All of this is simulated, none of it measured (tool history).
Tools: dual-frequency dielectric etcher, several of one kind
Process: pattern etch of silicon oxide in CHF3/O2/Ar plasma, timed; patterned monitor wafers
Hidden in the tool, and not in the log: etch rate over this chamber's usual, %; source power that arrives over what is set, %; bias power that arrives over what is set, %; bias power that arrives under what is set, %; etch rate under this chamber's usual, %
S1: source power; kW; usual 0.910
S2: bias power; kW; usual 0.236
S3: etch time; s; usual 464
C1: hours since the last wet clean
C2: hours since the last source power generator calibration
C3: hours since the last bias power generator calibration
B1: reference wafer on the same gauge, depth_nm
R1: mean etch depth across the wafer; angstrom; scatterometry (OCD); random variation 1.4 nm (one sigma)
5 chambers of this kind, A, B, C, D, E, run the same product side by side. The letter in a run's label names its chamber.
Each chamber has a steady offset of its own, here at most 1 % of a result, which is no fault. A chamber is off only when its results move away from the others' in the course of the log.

run,hour,S1,S2,S3,C1,C2,C3,B1,R1
1A,3.6,0.910,0.236,464,619.8,1700.3,779.8,1409.6,11836
2B,7.0,0.910,0.236,464,103.4,554.3,4071.7,1409.3,11768
3D,11.8,0.910,0.236,464,80.7,2270.8,83.6,1409.1,11740
4E,15.7,0.910,0.236,464,265.7,2059.5,500.4,1409.8,11780
5C,21.5,0.910,0.236,464,112.4,3038.0,1240.2,1408.8,11786
6C,25.5,0.910,0.236,464,116.4,3042.0,1244.2,1408.7,11782
7A,28.4,0.910,0.236,506,644.6,1725.1,804.6,1408.3,12926
# hour 28.8: chamber A: wet clean of the chamber
8D,31.9,0.910,0.236,506,100.8,2290.9,103.7,1408.7,12838
9E,36.2,0.910,0.236,506,286.2,2080.0,520.9,1408.2,12851
10B,40.5,0.910,0.236,506,136.9,587.8,4105.2,1407.8,12838
11C,45.0,0.910,0.236,506,135.9,3061.5,1263.7,1407.8,12813
12B,50.4,0.910,0.236,464,146.8,597.7,4115.1,1407.7,11758
13A,53.1,0.910,0.184,464,24.3,1749.8,829.3,1407.0,10897
14D,59.1,0.910,0.184,464,128.0,2318.1,130.9,1407.1,10766
15E,64.0,0.910,0.184,464,314.0,2107.8,548.7,1406.9,10832
16E,69.0,0.910,0.184,464,319.0,2112.8,553.7,1406.5,10803
17C,72.8,0.910,0.184,464,163.7,3089.3,1291.5,1406.6,10838
18A,75.9,0.910,0.236,464,47.1,1772.6,852.1,1406.4,11849
19B,81.4,0.910,0.236,464,177.8,628.7,4146.1,1406.4,11731
20D,86.0,0.910,0.236,464,154.9,2345.0,157.8,1406.1,11706
21D,89.8,0.910,0.236,464,158.7,2348.8,161.6,1405.2,11734
22A,92.4,0.910,0.236,464,63.6,1789.1,868.6,1405.9,11842
23E,97.4,0.910,0.236,464,347.4,2141.2,582.1,1405.1,11753
24B,102.8,0.910,0.236,464,199.2,650.1,4167.5,1404.7,11738
25C,108.2,0.910,0.236,464,199.1,3124.7,1326.9,1405.3,11745
26E,112.4,0.910,0.236,464,362.4,2156.2,597.1,1404.8,11760
27B,116.1,0.910,0.236,464,212.5,663.4,4180.8,1404.1,11720
28C,121.7,0.910,0.236,464,212.6,3138.2,1340.4,1403.8,11727
29A,125.9,0.910,0.236,464,97.1,1822.6,902.1,1404.1,11843
30D,130.0,0.910,0.236,464,198.9,2389.0,201.8,1403.7,11725
31E,135.8,0.910,0.236,464,385.8,2179.6,620.5,1404.0,11737
32D,139.2,0.910,0.236,464,208.1,2398.2,211.0,1403.8,11708
33B,143.3,0.910,0.236,464,239.7,690.6,4208.0,1403.1,11704

What goes on in this fleet: one chamber off, a drifting gauge, or nothing beyond the chambers' own small offsets? Name the chamber and the cause, if any.

The gauge drifts, so all chambers seem to drift together. No chamber is off.
Cause: gauge reads low (%) = 0.498.
